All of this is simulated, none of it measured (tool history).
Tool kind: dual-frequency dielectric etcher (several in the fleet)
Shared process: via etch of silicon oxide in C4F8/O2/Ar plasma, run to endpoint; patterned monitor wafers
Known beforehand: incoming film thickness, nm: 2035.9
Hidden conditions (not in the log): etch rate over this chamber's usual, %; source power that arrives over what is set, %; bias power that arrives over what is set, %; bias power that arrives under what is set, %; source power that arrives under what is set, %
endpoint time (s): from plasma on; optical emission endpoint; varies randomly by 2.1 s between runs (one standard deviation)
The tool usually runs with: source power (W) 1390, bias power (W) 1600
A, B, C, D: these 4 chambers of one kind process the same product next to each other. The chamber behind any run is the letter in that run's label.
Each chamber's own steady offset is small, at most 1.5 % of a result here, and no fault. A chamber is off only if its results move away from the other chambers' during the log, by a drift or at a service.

run	day	source power (W)	bias power (W)	hours since the last wet clean	hours since the last source power generator calibration	hours since the last bias power generator calibration	endpoint time (s)
1B	0.246	1390	1600	103.3	871.1	1041.3	499.74
2C	0.596	1390	1600	535.9	1432.6	2918.2	490.33
3A	0.971	1390	1600	400	1916.3	871.3	500.53
4D	1.288	1390	1600	57.2	2214	2170.2	494.87
5A	1.475	1390	1600	412.1	1928.4	883.4	501.58
6C	1.775	1390	1600	564.2	1460.9	2946.5	492.23
7D	2.167	1390	1600	78.3	2235.1	2191.3	490.49
8B	2.367	1390	1600	154.2	922	1092.2	496
9C	2.596	1390	1600	583.9	1480.6	2966.2	487.6
10D	2.771	1390	1600	92.8	2249.6	2205.8	499.13
# day 2.85: chamber A: wet clean of the chamber
11B	3.004	1390	1600	169.5	937.3	1107.5	498.98
12A	3.35	1390	1600	12	1973.4	928.4	498.27
# day 3.488: chamber C: wet clean of the chamber
13C	3.608	1390	1600	3	1504.9	2990.5	473.41
14D	3.85	1390	1600	118.7	2275.5	2231.7	498.63
15B	4.046	1390	1600	194.5	962.3	1132.5	505.76
16A	4.229	1390	1600	33.1	1994.5	949.5	493.92
17D	4.617	1390	1600	137.1	2293.9	2250.1	496.19
# day 4.696: chamber D: source power generator calibrated
18A	4.842	1390	1600	47.8	2009.2	964.2	498.57
19C	5.05	1390	1600	37.6	1539.5	3025.1	475.6
20B	5.325	1220	1600	225.2	993	1163.2	525.83
21C	5.592	1220	1600	50.6	1552.5	3038.1	500.16
22B	5.9	1220	1600	239	1006.8	1177	527.89
23A	6.121	1220	1600	78.5	2039.9	994.9	527.3
24D	6.462	1390	1600	181.4	42.5	2294.4	497.9
25A	6.733	1390	1600	93.2	2054.6	1009.6	492.59
26B	6.942	1390	1600	264	1031.8	1202	498.38

Is one chamber out of step, is the gauge drifting, or do the chambers differ by no more than their own small offsets? For an off chamber, give its letter and the likeliest cause.

After it was serviced, chamber C no longer matches the other chambers.
Most likely cause: etch rate over this chamber's usual, % = 3.02.

Below are 4 candidate recipes for chamber C's next run, each the usual settings with a change, their results shown as question marks. Which of them brings C's results back in line with what the other chambers give on the usual settings?
To be in line, a result may differ from the other chambers' mean on the usual settings by at most: endpoint time (s) 7.5
27C-1	7.229	1570	1600				?
27C-2	7.229	1330	1555				?
27C-3	7.229	1450	1645				?
27C-4	7.229	1210	1600				?

Other chambers, usual settings, mean: endpoint time (s) 498.07
run	endpoint time (s)
27C-1	450.09
27C-2	485.19
27C-3	461.11
27C-4	499.94
The answer is 27C-4, which returns the chamber to within the allowed miss of the others.
